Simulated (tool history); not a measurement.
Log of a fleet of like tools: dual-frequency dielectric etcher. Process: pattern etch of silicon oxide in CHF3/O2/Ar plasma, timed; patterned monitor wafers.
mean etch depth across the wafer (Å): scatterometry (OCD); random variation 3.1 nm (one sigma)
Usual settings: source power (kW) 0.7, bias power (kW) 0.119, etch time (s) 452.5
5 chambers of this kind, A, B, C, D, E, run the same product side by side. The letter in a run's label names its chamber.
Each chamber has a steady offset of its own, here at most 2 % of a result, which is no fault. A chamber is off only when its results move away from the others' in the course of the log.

run	hour	source power (kW)	bias power (kW)	etch time (s)	hours since the last wet clean	hours since the last source power generator calibration	hours since the last bias power generator calibration	read-back reference wafer on the same gauge, depth_nm	mean etch depth across the wafer (Å)
1C	4.9	0.7	0.119	452.5	232.9	1274	1926.5	705.97	8397.5
2D	12.4	0.7	0.119	452.5	222.1	1545.2	973.5	705.77	8229.9
# hour 12.9: chamber A: wet clean of the chamber
3A	20.6	0.7	0.119	452.5	7.8	3055.1	2735	705.82	8461.4
4E	26.4	0.7	0.119	452.5	87.8	1330.4	1920.8	706.34	8320.5
5B	33.1	0.7	0.119	452.5	183	326.3	845.7	706.24	8407.6
6D	41.5	0.7	0.119	337.5	251.2	1574.3	1002.6	706.32	6126.6
7C	48.6	0.7	0.119	337.5	276.6	1317.7	1970.2	706.05	6270.1
8E	55.6	0.7	0.119	337.5	117	1359.6	1950	705.61	6223.2
9A	62.2	0.7	0.119	337.5	49.4	3096.7	2776.6	706.01	6302.8
10B	66.6	0.7	0.119	337.5	216.5	359.8	879.2	705.76	6238.9
11D	73.9	0.7	0.119	452.5	283.6	1606.7	1035	705.68	8237
12C	80.8	0.7	0.119	452.5	308.8	1349.9	2002.4	705.44	8395.2
13B	85.1	0.7	0.119	452.5	235	378.3	897.7	706.02	8279.6
14A	91	0.7	0.119	452.5	78.2	3125.5	2805.4	705.9	8474.2
15E	97.7	0.7	0.119	452.5	159.1	1401.7	1992.1	706.11	8314.8
16A	102	0.7	0.119	452.5	89.2	3136.5	2816.4	706.1	8442
17B	106.3	0.7	0.119	452.5	256.2	399.5	918.9	705.98	8354.2
18E	110.9	0.7	0.119	452.5	172.3	1414.9	2005.3	705.64	8333
19D	117.4	0.7	0.119	452.5	327.1	1650.2	1078.5	705.79	8125.5
20C	123.2	0.7	0.119	452.5	351.2	1392.3	2044.8	705.65	8454
21E	129.4	0.7	0.119	452.5	190.8	1433.4	2023.8	706.43	8334.2
22B	138	0.7	0.119	452.5	287.9	431.2	950.6	704.96	8396.9
23C	146.6	0.7	0.119	452.5	374.6	1415.7	2068.2	706.21	8409.1
24D	155	0.7	0.119	452.5	364.7	1687.8	1116.1	705.81	8014.9
25A	163.2	0.7	0.119	452.5	150.4	3197.7	2877.6	706.07	8477.2
26C	170.2	0.7	0.119	452.5	398.2	1439.3	2091.8	706.12	8387.3
27E	175.2	0.7	0.119	452.5	236.6	1479.2	2069.6	705.9	8302.3
28A	183.6	0.7	0.119	452.5	170.8	3218.1	2898	706.02	8444.9
29D	190.9	0.7	0.119	452.5	400.6	1723.7	1152	706.17	7888.3
30B	198.3	0.7	0.119	452.5	348.2	491.5	1010.9	706.97	8368.4

What goes on in this fleet: one chamber off, a drifting gauge, or nothing beyond the chambers' own small offsets? Name the chamber and the cause, if any.

Chamber D drifts away from the others.
Cause: etch rate under this chamber's usual, % = 4.63.

Here are 4 candidates for chamber D's next run, each the usual settings with a change, their results left as question marks. Which one brings its results back in line with what the others give on the usual settings?
In line means no further than this from the other chambers' mean on the usual settings: mean etch depth across the wafer (Å) 110
31D-1	204.5	0.7	0.144	452.5					?
31D-2	204.5	0.7	0.097	452.5					?
31D-3	204.5	0.7	0.119	437.5					?
31D-4	204.5	0.7	0.12	466.5					?

The other chambers' mean on the usual settings: mean etch depth across the wafer (Å) 8381.8
run	mean etch depth across the wafer (Å)
31D-1	8335.5
31D-2	7392.4
31D-3	7594.3
31D-4	8118.4
31D-1 brings the chamber back in line.
